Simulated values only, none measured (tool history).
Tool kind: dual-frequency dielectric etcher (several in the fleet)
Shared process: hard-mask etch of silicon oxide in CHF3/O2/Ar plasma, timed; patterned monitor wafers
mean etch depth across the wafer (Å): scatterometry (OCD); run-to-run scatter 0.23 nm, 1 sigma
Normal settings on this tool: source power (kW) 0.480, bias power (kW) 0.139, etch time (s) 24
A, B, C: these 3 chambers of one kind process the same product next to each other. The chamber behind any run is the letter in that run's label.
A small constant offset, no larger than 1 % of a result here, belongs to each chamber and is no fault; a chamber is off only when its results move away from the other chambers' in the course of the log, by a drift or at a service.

| run | hour | source power (kW) | bias power (kW) | etch time (s) | read-back reference wafer on the same gauge, depth_nm | mean etch depth across the wafer (Å) |
|---|---|---|---|---|---|---|
| 1A | 8.0 | 0.480 | 0.139 | 24 | 36.803 | 399.88 |
| 2B | 19.4 | 0.480 | 0.139 | 24 | 36.792 | 397.00 |
| 3C | 30.2 | 0.480 | 0.139 | 24 | 36.788 | 402.54 |
|  | 30.3 | chamber C: bias power generator calibrated |
| 4B | 41.7 | 0.480 | 0.139 | 24 | 36.867 | 401.35 |
| 5C | 48.2 | 0.410 | 0.139 | 24 | 36.780 | 377.43 |
| 6A | 57.4 | 0.410 | 0.139 | 24 | 36.786 | 377.98 |
| 7C | 63.3 | 0.410 | 0.139 | 24 | 36.854 | 375.45 |
| 8B | 70.0 | 0.480 | 0.139 | 24 | 36.769 | 397.71 |
| 9A | 75.3 | 0.480 | 0.139 | 24 | 36.830 | 404.38 |
| 10C | 80.8 | 0.480 | 0.139 | 24 | 36.798 | 401.06 |
| 11A | 86.7 | 0.480 | 0.139 | 24 | 36.814 | 401.47 |
| 12B | 92.8 | 0.480 | 0.139 | 24 | 36.793 | 400.83 |
| 13A | 101.9 | 0.480 | 0.139 | 24 | 36.800 | 399.98 |
| 14C | 109.1 | 0.480 | 0.139 | 24 | 36.806 | 400.43 |
| 15B | 115.0 | 0.480 | 0.139 | 24 | 36.769 | 398.91 |
| 16C | 122.1 | 0.480 | 0.139 | 24 | 36.779 | 399.81 |
| 17A | 132.4 | 0.480 | 0.139 | 24 | 36.794 | 402.45 |
|  | 134.4 | chamber B: wet clean of the chamber |
| 18B | 139.8 | 0.480 | 0.139 | 24 | 36.880 | 419.97 |
| 19A | 146.6 | 0.480 | 0.139 | 24 | 36.795 | 402.30 |
|  | 149.0 | chamber C: wet clean of the chamber |
| 20C | 155.6 | 0.480 | 0.139 | 24 | 36.778 | 403.83 |
| 21B | 163.3 | 0.480 | 0.139 | 24 | 36.799 | 420.83 |
| 22A | 174.2 | 0.480 | 0.139 | 24 | 36.869 | 401.36 |
|  | 178.1 | chamber A: wet clean of the chamber |
| 23B | 182.0 | 0.480 | 0.139 | 24 | 36.747 | 419.49 |
| 24C | 187.6 | 0.480 | 0.139 | 24 | 36.800 | 400.50 |
| 25A | 195.7 | 0.480 | 0.139 | 24 | 36.786 | 398.76 |
| 26C | 203.1 | 0.480 | 0.139 | 24 | 36.829 | 402.62 |
| 27B | 212.6 | 0.480 | 0.139 | 24 | 36.810 | 416.18 |
| 28C | 222.9 | 0.480 | 0.139 | 24 | 36.846 | 402.80 |
|  | 233.3 | chamber A: bias power generator calibrated |
| 29B | 233.5 | 0.480 | 0.139 | 24 | 36.774 | 416.07 |
|  | 240.2 | chamber B: source power generator calibrated |
| 30A | 241.5 | 0.480 | 0.139 | 24 | 36.765 | 404.18 |
| 31B | 250.3 | 0.480 | 0.139 | 24 | 36.765 | 420.01 |
| 32C | 257.0 | 0.480 | 0.139 | 24 | 36.789 | 401.59 |
| 33A | 266.8 | 0.600 | 0.168 | 24 | 36.834 | 470.92 |
| 34A | 274.0 | 0.600 | 0.168 | 24 | 36.843 | 461.72 |
| 35C | 285.0 | 0.600 | 0.168 | 24 | 36.848 | 464.65 |
| 36B | 293.1 | 0.480 | 0.139 | 24 | 36.812 | 414.88 |
| 37B | 302.3 | 0.480 | 0.139 | 24 | 36.791 | 418.53 |
| 38A | 308.5 | 0.480 | 0.139 | 24 | 36.782 | 402.82 |
| 39C | 313.7 | 0.480 | 0.139 | 24 | 36.772 | 402.46 |
| 40C | 323.7 | 0.480 | 0.139 | 24 | 36.719 | 403.98 |
| 41B | 330.2 | 0.480 | 0.139 | 24 | 36.781 | 419.09 |

For the next run the whole fleet of 3 chambers uses the same settings. Give each chamber's results:
| 42A | 338.5 | 0.480 | 0.139 | 24 |  | ? |
| 42B | 338.5 | 0.480 | 0.139 | 24 |  | ? |
| 42C | 338.5 | 0.480 | 0.139 | 24 |  | ? |

| run | mean etch depth across the wafer (Å) |
|---|---|
| 42A | 401.87 |
| 42B | 418.07 |
| 42C | 405.17 |
